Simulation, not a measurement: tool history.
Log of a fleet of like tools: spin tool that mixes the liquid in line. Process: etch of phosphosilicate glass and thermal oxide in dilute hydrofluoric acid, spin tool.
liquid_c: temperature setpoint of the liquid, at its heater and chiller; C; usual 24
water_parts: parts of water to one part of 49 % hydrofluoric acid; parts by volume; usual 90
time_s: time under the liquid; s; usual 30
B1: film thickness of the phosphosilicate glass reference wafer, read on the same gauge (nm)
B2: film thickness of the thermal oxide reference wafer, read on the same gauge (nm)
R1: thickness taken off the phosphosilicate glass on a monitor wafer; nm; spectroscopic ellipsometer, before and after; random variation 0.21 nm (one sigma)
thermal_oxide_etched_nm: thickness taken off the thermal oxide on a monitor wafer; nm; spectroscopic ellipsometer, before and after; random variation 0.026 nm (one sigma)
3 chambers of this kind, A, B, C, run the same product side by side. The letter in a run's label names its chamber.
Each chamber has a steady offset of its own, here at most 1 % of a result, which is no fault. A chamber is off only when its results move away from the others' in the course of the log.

{"run": "1C", "hour": 9.3, "liquid_c": 24, "water_parts": 90, "time_s": 30, "B1": 110, "B2": 140, "R1": 51.523, "thermal_oxide_etched_nm": 1.6625}
{"run": "2A", "hour": 19.7, "liquid_c": 24, "water_parts": 90, "time_s": 30, "B1": 110, "B2": 139.98, "R1": 51.143, "thermal_oxide_etched_nm": 1.633}
{"run": "3B", "hour": 32.4, "liquid_c": 24, "water_parts": 90, "time_s": 30, "B1": 109.98, "B2": 139.98, "R1": 51.026, "thermal_oxide_etched_nm": 1.6348}
{"run": "4B", "hour": 45.4, "liquid_c": 24, "water_parts": 90, "time_s": 30, "B1": 110.01, "B2": 140, "R1": 51.535, "thermal_oxide_etched_nm": 1.6694}
{"run": "5C", "hour": 56.9, "liquid_c": 24, "water_parts": 90, "time_s": 30, "B1": 110.01, "B2": 139.98, "R1": 51.47, "thermal_oxide_etched_nm": 1.6135}
{"run": "6A", "hour": 70.3, "liquid_c": 24, "water_parts": 90, "time_s": 30, "B1": 110.01, "B2": 140.01, "R1": 51.052, "thermal_oxide_etched_nm": 1.6769}
{"run": "7B", "hour": 82.6, "liquid_c": 24, "water_parts": 90, "time_s": 30, "B1": 110, "B2": 139.97, "R1": 50.998, "thermal_oxide_etched_nm": 1.5791}
{"run": "8A", "hour": 93.4, "liquid_c": 24, "water_parts": 50, "time_s": 45, "B1": 110.04, "B2": 140.02, "R1": 146.94, "thermal_oxide_etched_nm": 4.6731}
{"hour": 98.2, "done": "chamber A: thermometer replaced"}
{"run": "9C", "hour": 104.7, "liquid_c": 24, "water_parts": 50, "time_s": 45, "B1": 110.02, "B2": 139.98, "R1": 146.63, "thermal_oxide_etched_nm": 4.6042}
{"run": "10A", "hour": 114.0, "liquid_c": 24, "water_parts": 50, "time_s": 45, "B1": 109.98, "B2": 139.99, "R1": 148.23, "thermal_oxide_etched_nm": 4.5344}
{"run": "11C", "hour": 128.6, "liquid_c": 24, "water_parts": 90, "time_s": 30, "B1": 110, "B2": 140.04, "R1": 51.956, "thermal_oxide_etched_nm": 1.6228}
{"run": "12B", "hour": 137.3, "liquid_c": 24, "water_parts": 90, "time_s": 45, "B1": 109.99, "B2": 139.99, "R1": 76.464, "thermal_oxide_etched_nm": 2.4351}
{"run": "13C", "hour": 150.3, "liquid_c": 24, "water_parts": 90, "time_s": 45, "B1": 109.97, "B2": 139.99, "R1": 76.961, "thermal_oxide_etched_nm": 2.4146}
{"run": "14B", "hour": 164.9, "liquid_c": 24, "water_parts": 90, "time_s": 45, "B1": 109.99, "B2": 140.05, "R1": 76.739, "thermal_oxide_etched_nm": 2.413}
{"run": "15A", "hour": 181.3, "liquid_c": 20, "water_parts": 90, "time_s": 30, "B1": 109.99, "B2": 140.04, "R1": 44.065, "thermal_oxide_etched_nm": 1.4042}
{"run": "16C", "hour": 191.6, "liquid_c": 20, "water_parts": 90, "time_s": 30, "B1": 110.02, "B2": 140.02, "R1": 43.714, "thermal_oxide_etched_nm": 1.4226}
{"run": "17B", "hour": 203.9, "liquid_c": 20, "water_parts": 90, "time_s": 30, "B1": 109.98, "B2": 140.01, "R1": 43.247, "thermal_oxide_etched_nm": 1.3828}
{"run": "18A", "hour": 219.6, "liquid_c": 24, "water_parts": 90, "time_s": 30, "B1": 110, "B2": 140, "R1": 51.264, "thermal_oxide_etched_nm": 1.6006}
{"run": "19B", "hour": 232.7, "liquid_c": 24, "water_parts": 90, "time_s": 30, "B1": 110.03, "B2": 139.98, "R1": 51.577, "thermal_oxide_etched_nm": 1.5901}
{"run": "20C", "hour": 245.5, "liquid_c": 24, "water_parts": 90, "time_s": 30, "B1": 110.02, "B2": 139.99, "R1": 51.96, "thermal_oxide_etched_nm": 1.638}
{"run": "21A", "hour": 255.6, "liquid_c": 21.5, "water_parts": 115, "time_s": 30, "B1": 110, "B2": 140, "R1": 35.427, "thermal_oxide_etched_nm": 1.133}
{"run": "22B", "hour": 267.3, "liquid_c": 21.5, "water_parts": 115, "time_s": 30, "B1": 110.01, "B2": 140.01, "R1": 35.51, "thermal_oxide_etched_nm": 1.1295}
{"run": "23A", "hour": 282.0, "liquid_c": 21.5, "water_parts": 115, "time_s": 30, "B1": 110.02, "B2": 139.99, "R1": 35.205, "thermal_oxide_etched_nm": 1.0955}
{"run": "24C", "hour": 295.5, "liquid_c": 24, "water_parts": 90, "time_s": 40, "B1": 109.99, "B2": 140, "R1": 68.222, "thermal_oxide_etched_nm": 2.1497}
{"run": "25C", "hour": 311.8, "liquid_c": 24, "water_parts": 90, "time_s": 40, "B1": 110, "B2": 139.98, "R1": 68.963, "thermal_oxide_etched_nm": 2.191}
{"run": "26B", "hour": 320.9, "liquid_c": 24, "water_parts": 90, "time_s": 40, "B1": 109.97, "B2": 139.97, "R1": 68.544, "thermal_oxide_etched_nm": 2.2183}
{"run": "27A", "hour": 333.5, "liquid_c": 24, "water_parts": 90, "time_s": 30, "B1": 109.99, "B2": 140.05, "R1": 51.656, "thermal_oxide_etched_nm": 1.5985}
{"run": "28C", "hour": 342.6, "liquid_c": 24, "water_parts": 90, "time_s": 30, "B1": 109.99, "B2": 140.01, "R1": 51.692, "thermal_oxide_etched_nm": 1.6514}
{"run": "29A", "hour": 351.8, "liquid_c": 24, "water_parts": 90, "time_s": 30, "B1": 109.99, "B2": 140, "R1": 51.323, "thermal_oxide_etched_nm": 1.6361}
{"run": "30B", "hour": 362.5, "liquid_c": 24, "water_parts": 90, "time_s": 30, "B1": 110.03, "B2": 139.99, "R1": 51.504, "thermal_oxide_etched_nm": 1.6462}
{"run": "31B", "hour": 376.3, "liquid_c": 24, "water_parts": 90, "time_s": 30, "B1": 109.97, "B2": 140.03, "R1": 51.153, "thermal_oxide_etched_nm": 1.6479}
{"run": "32A", "hour": 388.7, "liquid_c": 24, "water_parts": 90, "time_s": 30, "B1": 109.97, "B2": 140.03, "R1": 51.565, "thermal_oxide_etched_nm": 1.6131}
{"run": "33C", "hour": 396.9, "liquid_c": 24, "water_parts": 90, "time_s": 30, "B1": 109.97, "B2": 139.98, "R1": 51.382, "thermal_oxide_etched_nm": 1.5775}
{"run": "34A", "hour": 409.4, "liquid_c": 24, "water_parts": 90, "time_s": 30, "B1": 110, "B2": 140, "R1": 51.773, "thermal_oxide_etched_nm": 1.5835}
{"run": "35B", "hour": 422.8, "liquid_c": 24, "water_parts": 90, "time_s": 30, "B1": 109.97, "B2": 140.03, "R1": 51.171, "thermal_oxide_etched_nm": 1.6508}
{"hour": 431.6, "done": "chamber A: hydrofluoric acid flow meter replaced"}
{"run": "36C", "hour": 432.6, "liquid_c": 24, "water_parts": 90, "time_s": 30, "B1": 109.99, "B2": 139.98, "R1": 51.508, "thermal_oxide_etched_nm": 1.6407}
{"run": "37C", "hour": 440.1, "liquid_c": 24, "water_parts": 90, "time_s": 30, "B1": 109.99, "B2": 140, "R1": 51.731, "thermal_oxide_etched_nm": 1.6229}
{"run": "38A", "hour": 453.7, "liquid_c": 28, "water_parts": 90, "time_s": 40, "B1": 110, "B2": 140.02, "R1": 79.609, "thermal_oxide_etched_nm": 2.5158}
{"run": "39B", "hour": 466.0, "liquid_c": 28, "water_parts": 90, "time_s": 40, "B1": 109.98, "B2": 140.03, "R1": 79.971, "thermal_oxide_etched_nm": 2.5817}
{"run": "40C", "hour": 476.9, "liquid_c": 28, "water_parts": 90, "time_s": 40, "B1": 110.02, "B2": 140.01, "R1": 80.78, "thermal_oxide_etched_nm": 2.6572}

Is one chamber off against the others, does the gauge drift, or is nothing wrong? If a chamber is off, say which, and what the likeliest cause is.

No chamber stands off beyond its own small offset, and the gauge holds steady.
